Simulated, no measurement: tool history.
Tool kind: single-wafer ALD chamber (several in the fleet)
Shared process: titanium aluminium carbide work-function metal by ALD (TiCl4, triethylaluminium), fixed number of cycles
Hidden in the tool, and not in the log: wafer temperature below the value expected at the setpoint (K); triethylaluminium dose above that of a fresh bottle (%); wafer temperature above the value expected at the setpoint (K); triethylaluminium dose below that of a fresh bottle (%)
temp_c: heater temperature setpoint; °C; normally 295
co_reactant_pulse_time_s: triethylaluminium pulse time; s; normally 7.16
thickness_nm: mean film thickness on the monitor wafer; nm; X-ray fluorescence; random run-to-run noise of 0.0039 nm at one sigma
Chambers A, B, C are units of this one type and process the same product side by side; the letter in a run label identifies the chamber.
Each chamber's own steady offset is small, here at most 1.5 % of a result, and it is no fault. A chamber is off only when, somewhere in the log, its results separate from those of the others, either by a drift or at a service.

run	hour	temp_c	co_reactant_pulse_time_s	hours since the last thermocouple change	hours since the last triethylaluminium bottle change	read-back reference wafer on the same gauge, thickness_nm	thickness_nm
1A	7.2	295	7.16	759.3	1659.5	1.9600	1.8449
2C	15.6	295	7.16	770.0	1053.6	1.9593	1.8490
3B	24.5	295	7.16	197.0	146.4	1.9609	1.8800
4B	34.1	295	7.16	206.6	156.0	1.9597	1.8723
5A	42.7	295	7.16	794.8	1695.0	1.9603	1.8413
6C	48.3	295	7.16	802.7	1086.3	1.9600	1.8528
7C	53.8	295	7.16	808.2	1091.8	1.9600	1.8481
8A	59.1	295	7.16	811.2	1711.4	1.9593	1.8337
9B	65.2	295	7.16	237.7	187.1	1.9603	1.8806
# hour 66.1: chamber A: triethylaluminium bottle replaced
10A	72.4	295	7.16	824.5	6.4	1.9590	1.8338
11B	79.5	295	7.16	252.0	201.4	1.9592	1.8739
12C	86.5	295	7.16	840.9	1124.5	1.9611	1.8486
13C	91.1	295	7.16	845.5	1129.1	1.9605	1.8413
14A	99.3	295	7.16	851.4	33.3	1.9610	1.8253
15B	104.3	295	7.16	276.8	226.2	1.9596	1.8845
16C	113.7	295	7.16	868.1	1151.7	1.9604	1.8479
17B	120.2	295	7.16	292.7	242.1	1.9600	1.8700
18A	125.4	295	7.16	877.5	59.4	1.9600	1.8121
# hour 131.2: chamber C: triethylaluminium bottle replaced
19A	134.6	300	7.16	886.7	68.6	1.9606	1.8584
20C	141.3	300	7.16	895.7	10.2	1.9603	1.8869
21B	146.4	300	7.16	318.9	268.3	1.9601	1.9129
22C	152.6	295	7.16	907.0	21.5	1.9602	1.8492

The same settings go to every chamber for the next run, one line per chamber below. Forecast the results for each:
23A	159.6	295	8.30				?
23B	159.6	295	8.30				?
23C	159.6	295	8.30				?

run	thickness_nm
23A	1.8572
23B	1.9297
23C	1.9026
